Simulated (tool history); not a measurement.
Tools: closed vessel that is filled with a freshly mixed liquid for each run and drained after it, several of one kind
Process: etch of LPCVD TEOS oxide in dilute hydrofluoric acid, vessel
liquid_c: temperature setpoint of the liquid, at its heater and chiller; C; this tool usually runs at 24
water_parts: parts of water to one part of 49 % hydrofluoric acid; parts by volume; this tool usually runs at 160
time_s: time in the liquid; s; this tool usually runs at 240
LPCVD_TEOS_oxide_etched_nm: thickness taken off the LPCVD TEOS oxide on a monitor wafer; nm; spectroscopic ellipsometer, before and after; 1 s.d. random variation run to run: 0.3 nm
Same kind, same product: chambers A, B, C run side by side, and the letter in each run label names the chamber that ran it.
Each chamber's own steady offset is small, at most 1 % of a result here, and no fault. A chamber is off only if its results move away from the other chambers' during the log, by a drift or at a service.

| run | hour | liquid_c | water_parts | time_s | read-back film thickness of the LPCVD TEOS oxide reference wafer, read on the same gauge (nm) | LPCVD_TEOS_oxide_etched_nm |
|---|---|---|---|---|---|---|
| 1C | 8.2 | 24 | 160 | 240 | 140.01 | 38.497 |
| 2A | 12.5 | 24 | 160 | 240 | 140.02 | 38.542 |
| 3B | 19.4 | 24 | 160 | 240 | 140.01 | 39.496 |
| 4A | 25.9 | 24 | 160 | 240 | 139.98 | 38.474 |
| 5B | 33.6 | 24 | 160 | 240 | 140 | 39.496 |
| 6C | 41.2 | 24 | 160 | 240 | 139.99 | 37.919 |
| 7C | 47.4 | 24 | 95 | 240 | 140.01 | 68.614 |
| 8A | 52.6 | 24 | 95 | 240 | 140 | 70.821 |
| 9B | 57.6 | 24 | 95 | 240 | 140.02 | 70.824 |
| 10A | 62.3 | 24 | 160 | 240 | 140.01 | 39.043 |
| 11B | 70.4 | 24 | 160 | 240 | 140.02 | 39.069 |
| 12C | 75.8 | 24 | 160 | 240 | 139.99 | 38.104 |
| 13C | 83.2 | 24 | 160 | 240 | 140.01 | 37.968 |
| 14A | 88 | 24 | 160 | 240 | 140.02 | 37.975 |
| 15B | 96.1 | 24 | 160 | 240 | 140 | 39.19 |
| 16B | 104 | 24 | 160 | 240 | 140 | 39.199 |
| 17C | 111.6 | 24 | 160 | 240 | 140 | 38.323 |
| 18A | 115.9 | 24 | 160 | 240 | 139.98 | 37.359 |
| 19A | 122.5 | 24 | 160 | 240 | 140 | 37.262 |
| 20C | 128.5 | 24 | 160 | 240 | 140.01 | 38.281 |
| 21B | 136.5 | 24 | 160 | 240 | 139.98 | 39.141 |
| 22C | 142.1 | 24 | 160 | 240 | 140.02 | 38.217 |
| 23A | 147.7 | 24 | 160 | 240 | 140 | 36.616 |
| 24B | 152.9 | 24 | 160 | 240 | 140.01 | 39.26 |
| 25A | 160.8 | 24 | 160 | 240 | 140.02 | 35.569 |
| 26B | 165.8 | 19 | 160 | 240 | 139.99 | 32.185 |
| 27C | 170.9 | 19 | 160 | 240 | 139.98 | 31.471 |
| 28A | 177.8 | 19 | 160 | 240 | 139.99 | 28.603 |

What goes on in this fleet: one chamber off, a drifting gauge, or nothing beyond the chambers' own small offsets? Name the chamber and the cause, if any.

One chamber, A, drifts off from the rest bit by bit.
Most likely cause: hydrofluoric acid flow below the setpoint (%) = 7.92.
The log may not tell that from: liquid colder than its thermometer reads (K).

Which of the 4 candidates below, each the usual settings with something changed and its results left as question marks, puts chamber A back in line with what the other chambers give on the usual settings?
To be in line, a result may differ from the other chambers' mean on the usual settings by at most: LPCVD_TEOS_oxide_etched_nm 1 nm
| 29A-1 | 183.7 | 23 | 160 | 240 |  | ? |
| 29A-2 | 183.7 | 25 | 160 | 240 |  | ? |
| 29A-3 | 183.7 | 24 | 165 | 225 |  | ? |
| 29A-4 | 183.7 | 24 | 160 | 265 |  | ? |

The mean the other chambers reach with the usual settings: LPCVD_TEOS_oxide_etched_nm 38.685 nm
| run | LPCVD_TEOS_oxide_etched_nm |
|---|---|
| 29A-1 | 33.616 |
| 29A-2 | 36.243 |
| 29A-3 | 31.542 |
| 29A-4 | 38.548 |
Change 29A-4 lands the chamber within the allowed miss of the other chambers.
